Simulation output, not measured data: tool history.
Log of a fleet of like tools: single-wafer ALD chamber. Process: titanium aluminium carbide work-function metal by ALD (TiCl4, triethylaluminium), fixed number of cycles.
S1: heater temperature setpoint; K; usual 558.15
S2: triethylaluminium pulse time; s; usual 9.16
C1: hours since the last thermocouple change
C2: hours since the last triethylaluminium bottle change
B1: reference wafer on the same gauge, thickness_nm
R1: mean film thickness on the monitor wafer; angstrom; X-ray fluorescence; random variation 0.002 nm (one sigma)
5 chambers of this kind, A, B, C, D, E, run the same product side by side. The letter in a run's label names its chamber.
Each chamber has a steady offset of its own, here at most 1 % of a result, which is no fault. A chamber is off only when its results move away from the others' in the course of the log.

run 1C hour=3.3 | S1=558.15 S2=9.16 | C1=2275.5 C2=419.2 | B1=1.8902 | R1=18.556
run 2E hour=6.7 | S1=558.15 S2=9.16 | C1=1366.5 C2=1154.9 | B1=1.8894 | R1=18.383
run 3D hour=10.9 | S1=558.15 S2=9.16 | C1=826.0 C2=156.0 | B1=1.8887 | R1=18.380
run 4B hour=13.2 | S1=558.15 S2=9.16 | C1=218.6 C2=1235.0 | B1=1.8887 | R1=18.539
run 5A hour=17.3 | S1=558.15 S2=9.16 | C1=504.6 C2=620.0 | B1=1.8888 | R1=18.605
run 6C hour=21.1 | S1=558.15 S2=9.16 | C1=2293.3 C2=437.0 | B1=1.8886 | R1=18.520
run 7B hour=24.5 | S1=558.15 S2=9.16 | C1=229.9 C2=1246.3 | B1=1.8880 | R1=18.479
run 8A hour=28.5 | S1=558.15 S2=11.64 | C1=515.8 C2=631.2 | B1=1.8874 | R1=19.059
run 9D hour=31.6 | S1=558.15 S2=11.64 | C1=846.7 C2=176.7 | B1=1.8873 | R1=18.834
run 10E hour=35.9 | S1=558.15 S2=11.64 | C1=1395.7 C2=1184.1 | B1=1.8875 | R1=18.822
-- hour=37.0 chamber E: triethylaluminium bottle replaced
-- hour=38.1 chamber E: thermocouple changed; heater temperature recalibrated
run 11C hour=38.6 | S1=558.15 S2=11.64 | C1=2310.8 C2=454.5 | B1=1.8866 | R1=19.001
run 12E hour=41.9 | S1=558.15 S2=11.64 | C1=3.9 C2=5.0 | B1=1.8859 | R1=18.786
run 13D hour=44.3 | S1=558.15 S2=9.16 | C1=859.4 C2=189.4 | B1=1.8864 | R1=18.335
run 14A hour=47.0 | S1=558.15 S2=9.16 | C1=534.3 C2=649.7 | B1=1.8866 | R1=18.579
run 15B hour=49.6 | S1=558.15 S2=9.16 | C1=255.0 C2=1271.4 | B1=1.8858 | R1=18.467
run 16E hour=52.2 | S1=558.15 S2=9.16 | C1=14.2 C2=15.3 | B1=1.8851 | R1=18.317
run 17D hour=55.0 | S1=558.15 S2=10.56 | C1=870.1 C2=200.1 | B1=1.8855 | R1=18.652
run 18C hour=57.3 | S1=558.15 S2=10.56 | C1=2329.5 C2=473.2 | B1=1.8855 | R1=18.802
run 19A hour=59.3 | S1=558.15 S2=10.56 | C1=546.6 C2=662.0 | B1=1.8857 | R1=18.866
run 20B hour=63.2 | S1=558.15 S2=10.56 | C1=268.6 C2=1285.0 | B1=1.8848 | R1=18.771
run 21D hour=66.7 | S1=558.15 S2=10.56 | C1=881.8 C2=211.8 | B1=1.8846 | R1=18.712
run 22E hour=69.4 | S1=558.15 S2=9.16 | C1=31.4 C2=32.5 | B1=1.8843 | R1=18.327
run 23C hour=72.8 | S1=558.15 S2=9.16 | C1=2345.0 C2=488.7 | B1=1.8845 | R1=18.443
run 24B hour=76.7 | S1=558.15 S2=9.16 | C1=282.1 C2=1298.5 | B1=1.8841 | R1=18.468
run 25A hour=79.8 | S1=558.15 S2=6.72 | C1=567.1 C2=682.5 | B1=1.8830 | R1=17.397
run 26A hour=83.8 | S1=558.15 S2=6.72 | C1=571.1 C2=686.5 | B1=1.8830 | R1=17.429
run 27C hour=85.7 | S1=558.15 S2=6.72 | C1=2357.9 C2=501.6 | B1=1.8834 | R1=17.369
run 28B hour=89.6 | S1=558.15 S2=6.72 | C1=295.0 C2=1311.4 | B1=1.8831 | R1=17.318
run 29D hour=91.7 | S1=558.15 S2=6.72 | C1=906.8 C2=236.8 | B1=1.8822 | R1=17.277
run 30E hour=93.6 | S1=558.15 S2=9.16 | C1=55.6 C2=56.7 | B1=1.8820 | R1=18.302
-- hour=93.9 chamber B: triethylaluminium bottle replaced
run 31D hour=96.8 | S1=558.15 S2=9.16 | C1=911.9 C2=241.9 | B1=1.8824 | R1=18.341
run 32B hour=101.0 | S1=558.15 S2=9.16 | C1=306.4 C2=7.1 | B1=1.8816 | R1=18.425

What goes on in this fleet: one chamber off, a drifting gauge, or nothing beyond the chambers' own small offsets? Name the chamber and the cause, if any.

The gauge drifts, so all chambers seem to drift together. No chamber is off.
Cause: gauge reads low (%) = 0.456.

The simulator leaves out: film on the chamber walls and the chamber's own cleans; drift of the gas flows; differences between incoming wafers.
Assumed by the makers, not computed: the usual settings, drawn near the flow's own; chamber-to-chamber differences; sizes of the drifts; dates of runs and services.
